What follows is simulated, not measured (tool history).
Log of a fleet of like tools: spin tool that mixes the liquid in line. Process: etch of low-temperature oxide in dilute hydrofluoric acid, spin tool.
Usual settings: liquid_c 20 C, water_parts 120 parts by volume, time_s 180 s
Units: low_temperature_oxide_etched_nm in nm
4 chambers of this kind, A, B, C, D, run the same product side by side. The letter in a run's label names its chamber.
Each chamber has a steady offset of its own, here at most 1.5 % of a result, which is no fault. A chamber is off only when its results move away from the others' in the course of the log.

run,day,liquid_c,water_parts,time_s,hours since the thermometer was replaced,hours since the hydrofluoric acid flow meter was replaced,"read-back film thickness of the low-temperature oxide reference wafer, read on the same gauge (nm)",low_temperature_oxide_etched_nm
1D,0.117,20,120,180,446.3,413.2,80.014,21.978
2A,0.288,20,120,180,15.8,1548.4,80.020,21.883
3B,0.442,20,120,180,646.6,810.7,79.988,21.520
4C,0.671,20,120,180,124.2,282.2,79.997,21.963
5C,0.912,20,120,180,130.0,288.0,80.011,21.458
6A,1.125,20,120,180,35.9,1568.5,79.991,22.221
7D,1.325,20,120,180,475.3,442.2,80.006,22.051
8B,1.538,20,120,180,672.9,837.0,79.963,21.335
9D,1.762,20,120,180,485.8,452.7,80.014,22.355
10B,2.029,20,120,180,684.7,848.8,80.022,21.571
11A,2.208,20,120,180,61.9,1594.5,79.986,21.874
12C,2.342,20,120,180,164.3,322.3,80.038,21.192
13A,2.554,20,120,180,70.2,1602.8,79.991,22.179
14D,2.692,20,120,180,508.1,475.0,80.040,22.052
15C,2.888,20,120,180,177.4,335.4,79.954,20.940
16B,3.075,20,120,180,709.8,873.9,80.059,21.501
17D,3.312,20,120,180,523.0,489.9,79.968,21.542
18C,3.546,20,120,180,193.2,351.2,80.001,20.880
19A,3.717,20,120,180,98.1,1630.7,80.030,21.838
20B,3.988,20,120,180,731.7,895.8,80.002,21.540
21D,4.246,17,120,180,545.4,512.3,79.991,19.323
22C,4.421,17,120,180,214.2,372.2,79.986,18.323
23B,4.571,17,120,180,745.7,909.8,79.995,19.019
24A,4.692,17,120,180,121.5,1654.1,79.973,19.492
25B,4.817,20,120,180,751.6,915.7,80.000,21.410
# day 4.904: chamber B: thermometer replaced
26C,4.954,20,120,180,227.0,385.0,79.992,20.723
# day 5.208: chamber B: hydrofluoric acid flow meter replaced
27D,5.217,20,120,180,568.7,535.6,79.962,21.999
28A,5.388,20,65,280,138.2,1670.8,79.978,67.544
29D,5.538,20,65,280,576.4,543.3,79.986,69.113
30C,5.771,20,65,280,246.6,404.6,80.010,64.596
31A,5.938,20,65,280,151.4,1684.0,80.022,67.443
32B,6.125,20,120,180,29.3,22.0,80.017,21.851
33C,6.338,20,120,180,260.2,418.2,79.964,20.309
34D,6.462,20,120,180,598.6,565.5,79.988,22.242
35A,6.612,20,120,180,167.6,1700.2,80.060,22.074
36B,6.829,20,120,180,46.2,38.9,79.991,21.705
37C,6.946,20,120,180,274.8,432.8,80.016,20.241
38D,7.079,20,120,180,613.4,580.3,79.971,22.084
39B,7.238,20,120,180,56.0,48.7,80.043,21.506

Next, every chamber runs the same settings. What will each give?
40A,7.433,20,120,180,,,,?
40B,7.433,20,120,180,,,,?
40C,7.433,20,120,180,,,,?
40D,7.433,20,120,180,,,,?

run,low_temperature_oxide_etched_nm
40A,21.875
40B,21.413
40C,19.454
40D,22.046
